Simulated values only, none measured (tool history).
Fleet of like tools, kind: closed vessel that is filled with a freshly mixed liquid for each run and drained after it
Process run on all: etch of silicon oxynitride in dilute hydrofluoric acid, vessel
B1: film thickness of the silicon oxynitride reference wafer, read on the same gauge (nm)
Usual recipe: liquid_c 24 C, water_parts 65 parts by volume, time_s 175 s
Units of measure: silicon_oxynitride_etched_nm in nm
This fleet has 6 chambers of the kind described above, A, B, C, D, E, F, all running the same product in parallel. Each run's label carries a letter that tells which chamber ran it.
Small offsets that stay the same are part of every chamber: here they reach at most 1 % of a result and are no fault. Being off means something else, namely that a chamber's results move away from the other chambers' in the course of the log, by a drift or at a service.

Run 1C, hour 11.3: usual settings; B1 80.063. Result: silicon_oxynitride_etched_nm 4.7626 nm.
Run 2A, hour 23.3: usual settings; B1 79.96. Result: silicon_oxynitride_etched_nm 4.7948 nm.
Run 3D, hour 30: usual settings; B1 79.998. Result: silicon_oxynitride_etched_nm 4.8388 nm.
At hour 30.9: chamber E: hydrofluoric acid flow meter replaced.
Run 4E, hour 36.6: usual settings; B1 79.99. Result: silicon_oxynitride_etched_nm 4.8987 nm.
Run 5B, hour 48.1: usual settings; B1 79.994. Result: silicon_oxynitride_etched_nm 4.8631 nm.
Run 6F, hour 61.1: usual settings; B1 79.991. Result: silicon_oxynitride_etched_nm 4.8302 nm.
Run 7F, hour 71.3: usual settings; B1 79.96. Result: silicon_oxynitride_etched_nm 4.8499 nm.
Run 8E, hour 79.1: usual settings; B1 80.021. Result: silicon_oxynitride_etched_nm 4.841 nm.
Run 9C, hour 89.3: usual settings; B1 79.976. Result: silicon_oxynitride_etched_nm 4.7864 nm.
At hour 97.5: chamber C: thermometer replaced.
Run 10A, hour 103.7: usual settings but water_parts 50 parts by volume, time_s 220 s; B1 79.954. Result: silicon_oxynitride_etched_nm 7.821 nm.
Run 11D, hour 115.1: usual settings but water_parts 50 parts by volume, time_s 220 s; B1 79.991. Result: silicon_oxynitride_etched_nm 7.9239 nm.
Run 12B, hour 127.5: usual settings but water_parts 50 parts by volume, time_s 220 s; B1 80.026. Result: silicon_oxynitride_etched_nm 7.9853 nm.
Run 13D, hour 134.9: usual settings but water_parts 50 parts by volume, time_s 220 s; B1 80.006. Result: silicon_oxynitride_etched_nm 7.935 nm.
Run 14C, hour 144.3: usual settings but water_parts 50 parts by volume, time_s 220 s; B1 79.99. Result: silicon_oxynitride_etched_nm 7.9402 nm.
Run 15E, hour 151.3: usual settings but water_parts 50 parts by volume, time_s 220 s; B1 79.986. Result: silicon_oxynitride_etched_nm 7.9332 nm.
Run 16F, hour 165.4: usual settings; B1 79.975. Result: silicon_oxynitride_etched_nm 4.8213 nm.
Run 17B, hour 174.6: usual settings but water_parts 80 parts by volume; B1 80.023. Result: silicon_oxynitride_etched_nm 3.9186 nm.
Run 18A, hour 186: usual settings but water_parts 80 parts by volume; B1 80.03. Result: silicon_oxynitride_etched_nm 3.8434 nm.
At hour 198.4: chamber D: hydrofluoric acid flow meter replaced.
Run 19A, hour 199.3: usual settings but water_parts 80 parts by volume; B1 80.032. Result: silicon_oxynitride_etched_nm 3.8229 nm.
Run 20E, hour 209: usual settings but water_parts 80 parts by volume; B1 80.018. Result: silicon_oxynitride_etched_nm 3.9129 nm.
Run 21D, hour 219.7: usual settings but water_parts 80 parts by volume; B1 79.981. Result: silicon_oxynitride_etched_nm 3.8435 nm.
Run 22B, hour 231.8: usual settings but water_parts 80 parts by volume; B1 80.003. Result: silicon_oxynitride_etched_nm 3.8723 nm.
Run 23C, hour 246: usual settings; B1 79.988. Result: silicon_oxynitride_etched_nm 4.9325 nm.
Run 24F, hour 259.5: usual settings; B1 80.017. Result: silicon_oxynitride_etched_nm 4.7557 nm.
Run 25F, hour 274.5: usual settings; B1 79.973. Result: silicon_oxynitride_etched_nm 4.8464 nm.
Run 26C, hour 281.2: usual settings; B1 80.01. Result: silicon_oxynitride_etched_nm 4.8998 nm.
Run 27A, hour 291.8: usual settings but liquid_c 28.5 C, water_parts 55 parts by volume; B1 80.028. Result: silicon_oxynitride_etched_nm 6.9593 nm.
Run 28E, hour 304.5: usual settings but liquid_c 28.5 C, water_parts 55 parts by volume; B1 80.057. Result: silicon_oxynitride_etched_nm 7.0942 nm.
Run 29D, hour 316.3: usual settings but liquid_c 28.5 C, water_parts 55 parts by volume; B1 80.024. Result: silicon_oxynitride_etched_nm 7.0349 nm.
Run 30B, hour 328.1: usual settings but liquid_c 28.5 C, water_parts 55 parts by volume; B1 80.012. Result: silicon_oxynitride_etched_nm 7.1745 nm.
Run 31C, hour 338.5: usual settings but liquid_c 28.5 C, water_parts 55 parts by volume; B1 80.015. Result: silicon_oxynitride_etched_nm 7.3803 nm.
Run 32F, hour 350.4: usual settings but liquid_c 28.5 C, water_parts 55 parts by volume; B1 79.962. Result: silicon_oxynitride_etched_nm 7.1449 nm.
Run 33D, hour 365.5: usual settings; B1 80.022. Result: silicon_oxynitride_etched_nm 4.8018 nm.
Run 34E, hour 372.5: usual settings but water_parts 90 parts by volume; B1 80.034. Result: silicon_oxynitride_etched_nm 3.4299 nm.
Run 35B, hour 381.6: usual settings but water_parts 90 parts by volume; B1 80.004. Result: silicon_oxynitride_etched_nm 3.4282 nm.
Run 36A, hour 389.6: usual settings but water_parts 90 parts by volume; B1 79.95. Result: silicon_oxynitride_etched_nm 3.3788 nm.
Run 37B, hour 403.8: usual settings but water_parts 90 parts by volume; B1 80.006. Result: silicon_oxynitride_etched_nm 3.414 nm.
Run 38D, hour 418.8: usual settings but water_parts 90 parts by volume; B1 79.989. Result: silicon_oxynitride_etched_nm 3.3881 nm.
Run 39F, hour 433.7: usual settings but water_parts 90 parts by volume; B1 79.989. Result: silicon_oxynitride_etched_nm 3.3954 nm.
Run 40E, hour 442.2: usual settings; B1 80.013. Result: silicon_oxynitride_etched_nm 4.8162 nm.

Next, all 6 chambers run the settings below, one line each with question marks for the results. What does each chamber give?
Run 41A, hour 453: usual settings but time_s 135 s. Result: silicon_oxynitride_etched_nm ?.
Run 41B, hour 453: usual settings but time_s 135 s. Result: silicon_oxynitride_etched_nm ?.
Run 41C, hour 453: usual settings but time_s 135 s. Result: silicon_oxynitride_etched_nm ?.
Run 41D, hour 453: usual settings but time_s 135 s. Result: silicon_oxynitride_etched_nm ?.
Run 41E, hour 453: usual settings but time_s 135 s. Result: silicon_oxynitride_etched_nm ?.
Run 41F, hour 453: usual settings but time_s 135 s. Result: silicon_oxynitride_etched_nm ?.

run  silicon_oxynitride_etched_nm
41A                        3.6596
41B                        3.7422
41C                         3.893
41D                        3.7402
41E                        3.7342
41F                        3.6988

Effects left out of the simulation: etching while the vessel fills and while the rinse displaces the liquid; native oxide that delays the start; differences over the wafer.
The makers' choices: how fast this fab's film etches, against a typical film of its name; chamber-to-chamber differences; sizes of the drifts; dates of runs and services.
